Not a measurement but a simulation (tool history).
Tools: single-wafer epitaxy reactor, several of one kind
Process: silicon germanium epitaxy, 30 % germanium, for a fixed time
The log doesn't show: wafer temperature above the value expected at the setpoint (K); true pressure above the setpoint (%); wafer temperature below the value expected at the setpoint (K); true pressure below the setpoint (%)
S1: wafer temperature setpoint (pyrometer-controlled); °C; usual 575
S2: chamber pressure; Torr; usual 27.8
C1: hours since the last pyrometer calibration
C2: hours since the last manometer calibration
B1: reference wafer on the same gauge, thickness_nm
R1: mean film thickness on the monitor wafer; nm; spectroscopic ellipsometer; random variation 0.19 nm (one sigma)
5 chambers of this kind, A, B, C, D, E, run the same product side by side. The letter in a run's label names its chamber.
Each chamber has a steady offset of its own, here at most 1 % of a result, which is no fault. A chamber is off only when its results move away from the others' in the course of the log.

{"run": "1B", "hour": 10.1, "S1": 575, "S2": 27.8, "C1": 1079.9, "C2": 903.1, "B1": 42.707, "R1": 42.152}
{"run": "2C", "hour": 21.7, "S1": 575, "S2": 27.8, "C1": 1070.0, "C2": 1930.6, "B1": 42.691, "R1": 42.014}
{"run": "3E", "hour": 35.2, "S1": 575, "S2": 27.8, "C1": 496.3, "C2": 804.3, "B1": 42.66, "R1": 42.507}
{"run": "4A", "hour": 44.9, "S1": 575, "S2": 27.8, "C1": 473.1, "C2": 912.4, "B1": 42.746, "R1": 42.118}
{"run": "5D", "hour": 58.1, "S1": 575, "S2": 27.8, "C1": 794.6, "C2": 976.0, "B1": 42.711, "R1": 42.17}
{"run": "6A", "hour": 65.8, "S1": 575, "S2": 27.8, "C1": 494.0, "C2": 933.3, "B1": 42.665, "R1": 41.921}
{"run": "7C", "hour": 78.5, "S1": 575, "S2": 27.8, "C1": 1126.8, "C2": 1987.4, "B1": 42.681, "R1": 42.011}
{"run": "8E", "hour": 87.6, "S1": 575, "S2": 27.8, "C1": 548.7, "C2": 856.7, "B1": 42.717, "R1": 41.818}
{"run": "9D", "hour": 94.2, "S1": 575, "S2": 27.8, "C1": 830.7, "C2": 1012.1, "B1": 42.723, "R1": 41.883}
{"run": "10B", "hour": 103.4, "S1": 575, "S2": 27.8, "C1": 1173.2, "C2": 996.4, "B1": 42.72, "R1": 42.299}
{"run": "11B", "hour": 115.0, "S1": 575, "S2": 27.8, "C1": 1184.8, "C2": 1008.0, "B1": 42.704, "R1": 42.18}
{"run": "12A", "hour": 125.5, "S1": 575, "S2": 27.8, "C1": 553.7, "C2": 993.0, "B1": 42.676, "R1": 42.121}
{"run": "13E", "hour": 131.7, "S1": 575, "S2": 34.5, "C1": 592.8, "C2": 900.8, "B1": 42.705, "R1": 45.748}
{"run": "14C", "hour": 141.5, "S1": 575, "S2": 34.5, "C1": 1189.8, "C2": 2050.4, "B1": 42.732, "R1": 46.119}
{"run": "15D", "hour": 155.0, "S1": 575, "S2": 34.5, "C1": 891.5, "C2": 1072.9, "B1": 42.696, "R1": 45.674}
{"run": "16A", "hour": 168.2, "S1": 575, "S2": 34.5, "C1": 596.4, "C2": 1035.7, "B1": 42.647, "R1": 45.671}
{"run": "17B", "hour": 178.4, "S1": 575, "S2": 34.5, "C1": 1248.2, "C2": 1071.4, "B1": 42.684, "R1": 46.464}
{"run": "18D", "hour": 186.1, "S1": 575, "S2": 27.8, "C1": 922.6, "C2": 1104.0, "B1": 42.715, "R1": 41.735}
{"run": "19E", "hour": 198.6, "S1": 575, "S2": 27.8, "C1": 659.7, "C2": 967.7, "B1": 42.743, "R1": 41.97}
{"run": "20C", "hour": 205.8, "S1": 575, "S2": 27.8, "C1": 1254.1, "C2": 2114.7, "B1": 42.72, "R1": 41.648}
{"run": "21D", "hour": 218.1, "S1": 575, "S2": 27.8, "C1": 954.6, "C2": 1136.0, "B1": 42.65, "R1": 42.043}
{"run": "22C", "hour": 225.8, "S1": 575, "S2": 27.8, "C1": 1274.1, "C2": 2134.7, "B1": 42.716, "R1": 41.832}
{"hour": 228.4, "done": "chamber B: pyrometer calibrated"}
{"run": "23A", "hour": 239.2, "S1": 575, "S2": 27.8, "C1": 667.4, "C2": 1106.7, "B1": 42.682, "R1": 42.025}
{"run": "24E", "hour": 249.2, "S1": 575, "S2": 27.8, "C1": 710.3, "C2": 1018.3, "B1": 42.728, "R1": 42.129}
{"run": "25B", "hour": 257.2, "S1": 588, "S2": 27.8, "C1": 28.8, "C2": 1150.2, "B1": 42.75, "R1": 57.127}
{"run": "26C", "hour": 265.7, "S1": 588, "S2": 27.8, "C1": 1314.0, "C2": 2174.6, "B1": 42.741, "R1": 53.231}
{"run": "27E", "hour": 277.3, "S1": 588, "S2": 27.8, "C1": 738.4, "C2": 1046.4, "B1": 42.69, "R1": 54.243}
{"run": "28B", "hour": 288.6, "S1": 588, "S2": 27.8, "C1": 60.2, "C2": 1181.6, "B1": 42.687, "R1": 56.386}
{"run": "29D", "hour": 302.3, "S1": 588, "S2": 27.8, "C1": 1038.8, "C2": 1220.2, "B1": 42.703, "R1": 53.434}
{"run": "30A", "hour": 315.6, "S1": 575, "S2": 27.8, "C1": 743.8, "C2": 1183.1, "B1": 42.703, "R1": 41.67}
{"run": "31E", "hour": 326.2, "S1": 575, "S2": 27.8, "C1": 787.3, "C2": 1095.3, "B1": 42.715, "R1": 42.094}
{"run": "32D", "hour": 334.5, "S1": 575, "S2": 27.8, "C1": 1071.0, "C2": 1252.4, "B1": 42.731, "R1": 41.84}
{"run": "33A", "hour": 348.3, "S1": 575, "S2": 27.8, "C1": 776.5, "C2": 1215.8, "B1": 42.676, "R1": 41.969}
{"run": "34C", "hour": 355.9, "S1": 575, "S2": 27.8, "C1": 1404.2, "C2": 2264.8, "B1": 42.746, "R1": 42.067}
{"run": "35B", "hour": 367.8, "S1": 575, "S2": 27.8, "C1": 139.4, "C2": 1260.8, "B1": 42.71, "R1": 44.34}
{"run": "36A", "hour": 379.8, "S1": 575, "S2": 27.8, "C1": 808.0, "C2": 1247.3, "B1": 42.733, "R1": 41.901}
{"run": "37C", "hour": 386.8, "S1": 575, "S2": 27.8, "C1": 1435.1, "C2": 2295.7, "B1": 42.672, "R1": 41.998}

All 5 chambers run these settings next. Forecast each chamber's results:
{"run": "38A", "hour": 396.8, "S1": 575, "S2": 27.8, "R1": "?"}
{"run": "38B", "hour": 396.8, "S1": 575, "S2": 27.8, "R1": "?"}
{"run": "38C", "hour": 396.8, "S1": 575, "S2": 27.8, "R1": "?"}
{"run": "38D", "hour": 396.8, "S1": 575, "S2": 27.8, "R1": "?"}
{"run": "38E", "hour": 396.8, "S1": 575, "S2": 27.8, "R1": "?"}

run=38A R1=41.929
run=38B R1=44.344
run=38C R1=41.992
run=38D R1=41.534
run=38E R1=41.986

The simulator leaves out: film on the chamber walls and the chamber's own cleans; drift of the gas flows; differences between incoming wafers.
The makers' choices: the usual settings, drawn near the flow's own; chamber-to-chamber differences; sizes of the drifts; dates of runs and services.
